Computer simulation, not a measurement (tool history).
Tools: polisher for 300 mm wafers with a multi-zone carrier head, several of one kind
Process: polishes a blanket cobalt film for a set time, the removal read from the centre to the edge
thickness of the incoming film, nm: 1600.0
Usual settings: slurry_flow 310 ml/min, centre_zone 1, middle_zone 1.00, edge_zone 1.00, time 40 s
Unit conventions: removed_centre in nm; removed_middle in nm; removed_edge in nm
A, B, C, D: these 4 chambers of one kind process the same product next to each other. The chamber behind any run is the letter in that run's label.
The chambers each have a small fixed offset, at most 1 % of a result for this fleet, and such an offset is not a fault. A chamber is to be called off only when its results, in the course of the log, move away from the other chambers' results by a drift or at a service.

-- hour=9.0 chamber D: worn pad replaced by a new one
run 1B hour=9.1 | slurry_flow=310 centre_zone=1 middle_zone=1.00 edge_zone=1.00 time=40 | removed_centre=248.35 removed_middle=248.06 removed_edge=245.22
-- hour=11.6 chamber C: centre zone pressure recalibrated
-- hour=16.0 chamber B: edge zone pressure recalibrated
run 2D hour=20.9 | slurry_flow=310 centre_zone=1 middle_zone=1.00 edge_zone=1.00 time=40 | removed_centre=246.87 removed_middle=248.68 removed_edge=246.53
run 3A hour=36.1 | slurry_flow=310 centre_zone=1 middle_zone=1.00 edge_zone=1.00 time=40 | removed_centre=247.11 removed_middle=248.37 removed_edge=249.60
-- hour=37.5 chamber C: worn pad replaced by a new one
run 4C hour=49.6 | slurry_flow=310 centre_zone=1 middle_zone=1.00 edge_zone=1.00 time=40 | removed_centre=253.31 removed_middle=241.88 removed_edge=250.92
-- hour=53.2 chamber B: slurry nozzle cleaned
run 5C hour=61.8 | slurry_flow=310 centre_zone=1 middle_zone=1.00 edge_zone=1.00 time=40 | removed_centre=251.32 removed_middle=250.25 removed_edge=248.59
-- hour=70.2 chamber A: centre zone pressure recalibrated
run 6B hour=71.1 | slurry_flow=310 centre_zone=1 middle_zone=1.00 edge_zone=1.12 time=40 | removed_centre=253.35 removed_middle=247.28 removed_edge=262.72
-- hour=73.0 chamber D: worn pad replaced by a new one
-- hour=84.0 chamber B: worn pad replaced by a new one
run 7A hour=84.4 | slurry_flow=310 centre_zone=1 middle_zone=1.00 edge_zone=1.12 time=40 | removed_centre=245.89 removed_middle=249.85 removed_edge=263.10
-- hour=88.3 chamber D: slurry nozzle cleaned
run 8D hour=97.1 | slurry_flow=310 centre_zone=1 middle_zone=1.00 edge_zone=1.12 time=40 | removed_centre=244.65 removed_middle=245.95 removed_edge=255.84
run 9B hour=106.2 | slurry_flow=310 centre_zone=1 middle_zone=1.00 edge_zone=1.12 time=40 | removed_centre=247.59 removed_middle=250.58 removed_edge=264.14
-- hour=113.7 chamber A: worn pad replaced by a new one
run 10A hour=118.9 | slurry_flow=310 centre_zone=1 middle_zone=1.00 edge_zone=1.00 time=40 | removed_centre=246.59 removed_middle=247.46 removed_edge=248.68
-- hour=125.1 chamber C: worn pad replaced by a new one
run 11D hour=128.5 | slurry_flow=310 centre_zone=1 middle_zone=1.00 edge_zone=1.00 time=40 | removed_centre=259.30 removed_middle=250.32 removed_edge=246.78
-- hour=132.3 chamber B: centre zone pressure recalibrated
-- hour=136.6 chamber D: worn pad replaced by a new one
run 12C hour=145.1 | slurry_flow=310 centre_zone=1 middle_zone=1.00 edge_zone=1.00 time=40 | removed_centre=253.05 removed_middle=248.94 removed_edge=250.21
run 13C hour=156.2 | slurry_flow=310 centre_zone=1 middle_zone=1.00 edge_zone=1.00 time=40 | removed_centre=243.30 removed_middle=249.72 removed_edge=246.48
run 14D hour=172.8 | slurry_flow=310 centre_zone=1 middle_zone=1.00 edge_zone=1.00 time=40 | removed_centre=266.85 removed_middle=243.04 removed_edge=245.90
run 15B hour=186.4 | slurry_flow=310 centre_zone=1 middle_zone=1.00 edge_zone=1.00 time=40 | removed_centre=248.11 removed_middle=246.46 removed_edge=250.46
-- hour=189.0 chamber A: edge zone pressure recalibrated
run 16A hour=199.8 | slurry_flow=310 centre_zone=1 middle_zone=1.00 edge_zone=1.00 time=40 | removed_centre=253.26 removed_middle=252.73 removed_edge=249.78
-- hour=201.6 chamber A: slurry nozzle cleaned
-- hour=204.5 chamber D: worn pad replaced by a new one
-- hour=207.4 chamber B: worn pad replaced by a new one
run 17D hour=208.6 | slurry_flow=310 centre_zone=1 middle_zone=1.00 edge_zone=1.00 time=40 | removed_centre=265.65 removed_middle=247.08 removed_edge=248.40
run 18A hour=225.3 | slurry_flow=310 centre_zone=1 middle_zone=1.00 edge_zone=1.00 time=40 | removed_centre=253.80 removed_middle=251.52 removed_edge=250.45
-- hour=231.2 chamber A: worn pad replaced by a new one
-- hour=236.7 chamber C: worn pad replaced by a new one
run 19C hour=241.9 | slurry_flow=310 centre_zone=1 middle_zone=1.00 edge_zone=1.00 time=40 | removed_centre=251.22 removed_middle=249.17 removed_edge=247.63
run 20B hour=249.8 | slurry_flow=310 centre_zone=1 middle_zone=1.00 edge_zone=1.00 time=40 | removed_centre=251.86 removed_middle=243.99 removed_edge=244.09
-- hour=250.1 chamber B: slurry nozzle cleaned
run 21C hour=265.7 | slurry_flow=225 centre_zone=1 middle_zone=0.89 edge_zone=1.00 time=40 | removed_centre=232.06 removed_middle=211.75 removed_edge=248.73
-- hour=267.0 chamber D: worn pad replaced by a new one
run 22B hour=280.0 | slurry_flow=225 centre_zone=1 middle_zone=0.89 edge_zone=1.00 time=40 | removed_centre=240.50 removed_middle=212.56 removed_edge=237.60
run 23D hour=291.4 | slurry_flow=225 centre_zone=1 middle_zone=0.89 edge_zone=1.00 time=40 | removed_centre=262.27 removed_middle=214.63 removed_edge=240.89
run 24A hour=299.5 | slurry_flow=225 centre_zone=1 middle_zone=0.89 edge_zone=1.00 time=40 | removed_centre=243.70 removed_middle=220.66 removed_edge=245.61
run 25C hour=308.6 | slurry_flow=310 centre_zone=1 middle_zone=1.00 edge_zone=1.00 time=40 | removed_centre=248.91 removed_middle=251.12 removed_edge=254.74
run 26A hour=319.5 | slurry_flow=310 centre_zone=1 middle_zone=1.00 edge_zone=1.00 time=40 | removed_centre=252.00 removed_middle=252.71 removed_edge=249.31
-- hour=332.5 chamber D: worn pad replaced by a new one
run 27B hour=334.1 | slurry_flow=310 centre_zone=1 middle_zone=1.00 edge_zone=1.00 time=40 | removed_centre=252.91 removed_middle=245.08 removed_edge=245.27
run 28D hour=348.7 | slurry_flow=310 centre_zone=1 middle_zone=1.00 edge_zone=1.00 time=40 | removed_centre=282.44 removed_middle=248.64 removed_edge=247.17

Is one chamber off against the others, does the gauge drift, or is nothing wrong? If a chamber is off, say which, and what the likeliest cause is.

One chamber, D, drifts off from the rest bit by bit.
What lies behind it: centre zone's pressure above its setpoint, % = 11.5.

Chamber D could run next with any of the 4 candidate recipes listed below; each alters the usual settings, and their results appear as question marks. Which one brings its results back in line with what the other chambers deliver on the usual settings?
A result is in line if it is within this distance of the other chambers' mean on the usual settings: removed_centre 12.00 nm; removed_middle 13.00 nm; removed_edge 10.00 nm
run 29D-1 hour=360.7 | slurry_flow=315 centre_zone=1.09 middle_zone=0.98 edge_zone=0.97 time=40 | removed_centre=? removed_middle=? removed_edge=?
run 29D-2 hour=360.7 | slurry_flow=305 centre_zone=0.91 middle_zone=1.02 edge_zone=1.03 time=40 | removed_centre=? removed_middle=? removed_edge=?
run 29D-3 hour=360.7 | slurry_flow=310 centre_zone=1.02 middle_zone=1.00 edge_zone=0.99 time=40 | removed_centre=? removed_middle=? removed_edge=?
run 29D-4 hour=360.7 | slurry_flow=310 centre_zone=0.98 middle_zone=1.00 edge_zone=1.01 time=40 | removed_centre=? removed_middle=? removed_edge=?

The other chambers' mean on the usual settings: removed_centre 249.05 nm; removed_middle 248.30 nm; removed_edge 248.50 nm
run=29D-1 removed_centre=307.55 removed_middle=243.09 removed_edge=245.42
run=29D-2 removed_centre=252.82 removed_middle=251.79 removed_edge=252.51
run=29D-3 removed_centre=286.14 removed_middle=247.43 removed_edge=247.68
run=29D-4 removed_centre=274.17 removed_middle=247.48 removed_edge=250.28
29D-2 puts the chamber back in line with the other chambers.
